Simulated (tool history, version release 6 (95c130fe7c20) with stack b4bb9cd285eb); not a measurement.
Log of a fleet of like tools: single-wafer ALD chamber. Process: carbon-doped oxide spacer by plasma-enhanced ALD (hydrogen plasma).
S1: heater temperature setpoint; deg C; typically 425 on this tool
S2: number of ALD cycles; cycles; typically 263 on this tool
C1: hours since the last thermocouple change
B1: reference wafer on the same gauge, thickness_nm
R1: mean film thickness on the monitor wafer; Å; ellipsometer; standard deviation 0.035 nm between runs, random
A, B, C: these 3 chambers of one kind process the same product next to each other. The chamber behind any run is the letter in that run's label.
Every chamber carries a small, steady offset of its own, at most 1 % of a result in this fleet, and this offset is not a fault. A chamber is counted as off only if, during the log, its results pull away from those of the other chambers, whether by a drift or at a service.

Run 1A, hour 7.4: usual settings; C1 177.4; B1 10.789. Result: R1 120.300 Å.
Run 2C, hour 13.8: usual settings; C1 1678.6; B1 10.805. Result: R1 122.290 Å.
Run 3B, hour 25.1: usual settings; C1 120.7; B1 10.787. Result: R1 121.590 Å.
Run 4A, hour 33.9: usual settings; C1 203.9; B1 10.801. Result: R1 120.660 Å.
Run 5C, hour 39.1: usual settings but S1 432 deg C, S2 287 cycles; C1 1703.9; B1 10.799. Result: R1 129.920 Å.
Run 6B, hour 45.3: usual settings but S1 432 deg C, S2 287 cycles; C1 140.9; B1 10.810. Result: R1 129.640 Å.
Run 7B, hour 54.1: usual settings but S1 432 deg C, S2 287 cycles; C1 149.7; B1 10.812. Result: R1 129.800 Å.
Run 8C, hour 62.2: usual settings; C1 1727.0; B1 10.804. Result: R1 122.720 Å.
Run 9A, hour 70.3: usual settings; C1 240.3; B1 10.806. Result: R1 120.910 Å.
Run 10B, hour 81.8: usual settings; C1 177.4; B1 10.801. Result: R1 122.160 Å.
Run 11C, hour 91.1: usual settings; C1 1755.9; B1 10.793. Result: R1 122.110 Å.
Run 12A, hour 99.0: usual settings; C1 269.0; B1 10.800. Result: R1 120.270 Å.
Run 13A, hour 106.3: usual settings; C1 276.3; B1 10.792. Result: R1 120.450 Å.
Run 14B, hour 111.7: usual settings; C1 207.3; B1 10.794. Result: R1 122.100 Å.
Run 15C, hour 119.7: usual settings; C1 1784.5; B1 10.799. Result: R1 121.800 Å.
Run 16C, hour 126.2: usual settings; C1 1791.0; B1 10.808. Result: R1 122.000 Å.
Run 17A, hour 135.2: usual settings; C1 305.2; B1 10.802. Result: R1 121.250 Å.
Run 18B, hour 144.5: usual settings; C1 240.1; B1 10.801. Result: R1 122.290 Å.
Run 19B, hour 151.8: usual settings but S1 418 deg C, S2 212 cycles; C1 247.4; B1 10.800. Result: R1 100.120 Å.
Run 20A, hour 159.8: usual settings but S1 418 deg C, S2 212 cycles; C1 329.8; B1 10.798. Result: R1 98.758 Å.
Run 21C, hour 167.2: usual settings but S1 418 deg C, S2 212 cycles; C1 1832.0; B1 10.801. Result: R1 100.940 Å.
Run 22C, hour 173.7: usual settings; C1 1838.5; B1 10.795. Result: R1 121.830 Å.
Run 23A, hour 183.1: usual settings; C1 353.1; B1 10.799. Result: R1 120.660 Å.
Run 24B, hour 193.7: usual settings; C1 289.3; B1 10.802. Result: R1 121.850 Å.

The same settings go to every chamber for the next run, one line per chamber below. Forecast the results for each:
Run 25A, hour 202.1: usual settings but S1 436 deg C. Result: R1 ?.
Run 25B, hour 202.1: usual settings but S1 436 deg C. Result: R1 ?.
Run 25C, hour 202.1: usual settings but S1 436 deg C. Result: R1 ?.

run       R1
25A  116.330
25B  117.920
25C  117.590
